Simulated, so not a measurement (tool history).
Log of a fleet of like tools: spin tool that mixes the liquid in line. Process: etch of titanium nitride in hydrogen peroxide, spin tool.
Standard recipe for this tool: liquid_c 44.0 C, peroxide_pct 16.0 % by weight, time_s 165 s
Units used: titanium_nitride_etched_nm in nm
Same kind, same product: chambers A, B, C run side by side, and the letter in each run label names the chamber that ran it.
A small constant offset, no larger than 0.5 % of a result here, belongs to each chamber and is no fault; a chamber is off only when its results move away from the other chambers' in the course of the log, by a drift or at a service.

run   hour  liquid_c  peroxide_pct  time_s  read-back film thickness of the titanium nitride reference wafer, read on the same gauge (nm)  titanium_nitride_etched_nm
 1A    5.6      44.0          16.0     165                                                                                         140.02                      8.3465
 2C    9.2      44.0          16.0     165                                                                                         139.99                      8.4170
 3B   13.7      44.0          16.0     165                                                                                         140.02                      8.4578
 4B   20.0      44.0          16.0     165                                                                                         139.99                      8.4310
 5C   26.7      44.0          16.0     165                                                                                         139.94                      8.2705
 6A   33.0      44.0          16.0     165                                                                                         139.94                      8.3880
 7B   36.9      44.0          16.0     135                                                                                         140.06                      6.8843
 8C   41.6      44.0          16.0     135                                                                                         140.00                      6.8391
 9A   47.6      44.0          16.0     135                                                                                         140.02                      6.8323
10A   54.3      44.0          16.0     165                                                                                         140.00                      8.3173
11B   60.5      44.0          16.0     165                                                                                         140.04                      8.4077
12C   66.4      44.0          16.0     165                                                                                         140.06                      8.3437
13B   70.1      44.0          16.0     165                                                                                         140.00                      8.3684
14C   75.0      44.0          16.0     165                                                                                         139.97                      8.3493
15A   79.1      44.0          16.0     165                                                                                         139.96                      8.4435
16A   86.7      44.0          16.0     165                                                                                         140.03                      8.2871
17C   91.3      44.0          16.0     165                                                                                         139.98                      8.3616
18B   98.8      35.0          16.0      90                                                                                         140.02                      2.3021
19B  106.6      35.0          16.0      90                                                                                         140.00                      2.3216
20A  112.8      35.0          16.0      90                                                                                         139.99                      2.3129
21C  120.1      35.5          16.0     165                                                                                         140.00                      4.3350
22C  126.2      35.5          16.0     165                                                                                         139.99                      4.3157
23B  131.6      35.5          16.0     165                                                                                         140.01                      4.4239
24A  136.8      44.0          16.0     165                                                                                         140.01                      8.4878
25B  143.1      44.0          16.0     165                                                                                         140.00                      8.3979
26C  150.2      44.0          19.5     165                                                                                         139.97                      8.7319
27A  157.0      44.0          19.5     165                                                                                         139.94                      8.7207
28A  161.4      44.0          19.5     165                                                                                         140.00                      8.8197
29C  167.3      44.0          16.0     165                                                                                         140.02                      8.3136
30B  174.2      44.0          16.0     165                                                                                         140.03                      8.3384
31C  178.2      44.0          16.0     165                                                                                         139.99                      8.4325
32B  182.1      44.0          16.0     165                                                                                         140.06                      8.5801
33A  189.4      44.0          16.0     165                                                                                         140.02                      8.3574
34A  193.3      44.0          16.0     165                                                                                         140.02                      8.3908
35C  201.1      44.0          14.0     135                                                                                         140.01                      6.7786
36B  208.3      44.0          14.0     135                                                                                         139.99                      6.6292
37B  214.8      44.0          14.0     135                                                                                         140.00                      6.7157
38A  219.0      49.0          16.0     165                                                                                         139.99                     12.1000
39C  224.3      49.0          16.0     165                                                                                         139.98                     12.1220
     226.7  -- chamber B: thermometer replaced
40C  228.7      49.0          16.0     165                                                                                         140.02                     12.0950
41B  233.9      44.0          16.0     165                                                                                         140.03                      8.4710
42A  241.1      44.0          16.0     165                                                                                         140.04                      8.3535
43A  248.1      44.0          16.0     165                                                                                         140.06                      8.4366
44B  253.7      44.0          16.0     165                                                                                         140.00                      8.4155

Which is it: a chamber that has drifted or been left off by a service, a gauge drift common to all chambers, or only each chamber's usual small offset? If a chamber is off, name it and its likeliest cause.

Beyond each chamber's small constant offset nothing stands out, and the gauge stays steady.

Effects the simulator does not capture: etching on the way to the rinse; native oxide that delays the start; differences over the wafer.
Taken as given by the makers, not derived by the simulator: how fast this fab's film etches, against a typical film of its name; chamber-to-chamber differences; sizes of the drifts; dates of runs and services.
